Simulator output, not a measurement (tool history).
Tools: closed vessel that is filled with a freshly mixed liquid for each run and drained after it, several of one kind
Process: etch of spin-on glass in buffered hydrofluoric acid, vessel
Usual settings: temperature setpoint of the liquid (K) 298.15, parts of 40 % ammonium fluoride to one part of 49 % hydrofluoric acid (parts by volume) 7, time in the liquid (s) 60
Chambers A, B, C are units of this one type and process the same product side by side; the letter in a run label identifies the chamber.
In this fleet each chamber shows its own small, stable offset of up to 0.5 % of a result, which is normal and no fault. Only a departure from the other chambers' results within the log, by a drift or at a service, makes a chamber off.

| run | hour | temperature setpoint of the liquid (K) | parts of 40 % ammonium fluoride to one part of 49 % hydrofluoric acid (parts by volume) | time in the liquid (s) | hours since the thermometer was replaced | hours since the hydrofluoric acid flow meter was replaced | read-back film thickness of the spin-on glass reference wafer, read on the same gauge (nm) | thickness taken off the spin-on glass on a monitor wafer (Å) |
|---|---|---|---|---|---|---|---|---|
| 1C | 2.5 | 298.15 | 7 | 60 | 2554.5 | 698.9 | 70.007 | 4009.4 |
| 2A | 6.8 | 298.15 | 7 | 60 | 363.2 | 267.9 | 70.013 | 3978.5 |
| 3B | 10.9 | 298.15 | 7 | 60 | 2184.9 | 306.7 | 69.988 | 4085.3 |
| 4A | 13.7 | 298.15 | 7 | 60 | 370.1 | 274.8 | 70.010 | 3967.8 |
| 5B | 16.0 | 298.15 | 7 | 60 | 2190.0 | 311.8 | 70.017 | 4006.3 |
| 6C | 19.0 | 298.15 | 7 | 60 | 2571.0 | 715.4 | 69.994 | 4053.1 |
| 7C | 21.2 | 298.15 | 7 | 60 | 2573.2 | 717.6 | 69.982 | 3999.7 |
| 8A | 25.3 | 298.15 | 7 | 60 | 381.7 | 286.4 | 70.000 | 4074.7 |
|  | 26.9 | chamber B: thermometer replaced |
| 9B | 29.9 | 298.15 | 7 | 60 | 3.0 | 325.7 | 69.995 | 4090.4 |
| 10C | 34.4 | 298.15 | 7 | 60 | 2586.4 | 730.8 | 69.987 | 4082.6 |
| 11B | 39.1 | 298.15 | 7 | 60 | 12.2 | 334.9 | 69.990 | 4039.9 |
| 12A | 42.0 | 298.15 | 7 | 60 | 398.4 | 303.1 | 69.987 | 4005.1 |
| 13B | 45.4 | 298.15 | 7 | 60 | 18.5 | 341.2 | 70.005 | 4084.7 |
| 14C | 48.7 | 298.15 | 7 | 60 | 2600.7 | 745.1 | 70.018 | 3981.5 |
| 15A | 53.0 | 298.15 | 7 | 60 | 409.4 | 314.1 | 70.021 | 4012.3 |
| 16C | 55.6 | 298.15 | 5 | 60 | 2607.6 | 752.0 | 69.996 | 5378.3 |
| 17A | 59.5 | 298.15 | 5 | 60 | 415.9 | 320.6 | 70.002 | 5416.7 |
| 18B | 62.9 | 298.15 | 5 | 60 | 36.0 | 358.7 | 69.998 | 5331.7 |
| 19A | 67.1 | 298.15 | 7 | 60 | 423.5 | 328.2 | 69.997 | 4116.5 |
| 20C | 71.2 | 298.15 | 7 | 60 | 2623.2 | 767.6 | 70.017 | 4071.9 |
| 21B | 73.4 | 298.15 | 7 | 60 | 46.5 | 369.2 | 70.005 | 4005.2 |
| 22A | 77.3 | 298.15 | 7 | 60 | 433.7 | 338.4 | 69.989 | 4175.2 |
| 23C | 81.3 | 298.15 | 7 | 85 | 2633.3 | 777.7 | 70.000 | 5748.4 |
| 24B | 83.9 | 298.15 | 7 | 85 | 57.0 | 379.7 | 70.006 | 5767.7 |
|  | 86.4 | chamber C: hydrofluoric acid flow meter replaced |
| 25C | 88.8 | 298.15 | 7 | 85 | 2640.8 | 2.4 | 70.012 | 5730.3 |
| 26A | 92.8 | 298.15 | 7 | 60 | 449.2 | 353.9 | 69.966 | 4187.8 |
| 27B | 95.0 | 298.15 | 7 | 60 | 68.1 | 390.8 | 69.995 | 4047.7 |
| 28A | 98.6 | 298.15 | 7 | 60 | 455.0 | 359.7 | 69.998 | 4259.7 |
| 29C | 102.6 | 298.15 | 7 | 60 | 2654.6 | 16.2 | 69.996 | 4011.8 |
| 30B | 107.1 | 298.15 | 7 | 60 | 80.2 | 402.9 | 70.015 | 4051.5 |
| 31C | 110.3 | 298.15 | 7 | 60 | 2662.3 | 23.9 | 70.018 | 3993.5 |
| 32A | 114.1 | 298.15 | 7 | 60 | 470.5 | 375.2 | 70.000 | 4281.8 |

Decide between three cases: one chamber stands off from its peers, the gauge reading all wafers drifts, or nothing is wrong past each chamber's small offset. Where a chamber is off, say which and what most likely put it there.

It is chamber A that slowly wanders off from its peers.
Most likely cause: liquid hotter than its thermometer reads (K) = 1.3.
It could be hard to tell apart here from: hydrofluoric acid flow above the setpoint (%).

Chamber A could run next with any of the 4 candidate recipes listed below; each alters the usual settings, and their results appear as question marks. Which one brings its results back in line with what the other chambers deliver on the usual settings?
Counts as in line when no further than this from what the other chambers average on the usual settings: thickness taken off the spin-on glass on a monitor wafer (Å) 120.0
| 33A-1 | 117.6 | 298.15 | 7.5 | 60 |  |  |  | ? |
| 33A-2 | 117.6 | 298.15 | 7.0 | 65 |  |  |  | ? |
| 33A-3 | 117.6 | 300.65 | 7.0 | 60 |  |  |  | ? |
| 33A-4 | 117.6 | 297.65 | 7.0 | 55 |  |  |  | ? |

The other chambers' mean on the usual settings: thickness taken off the spin-on glass on a monitor wafer (Å) 4040.5
| run | thickness taken off the spin-on glass on a monitor wafer (Å) |
|---|---|
| 33A-1 | 4040.3 |
| 33A-2 | 4715.1 |
| 33A-3 | 4976.6 |
| 33A-4 | 3881.9 |
33A-1 brings the chamber back in line.

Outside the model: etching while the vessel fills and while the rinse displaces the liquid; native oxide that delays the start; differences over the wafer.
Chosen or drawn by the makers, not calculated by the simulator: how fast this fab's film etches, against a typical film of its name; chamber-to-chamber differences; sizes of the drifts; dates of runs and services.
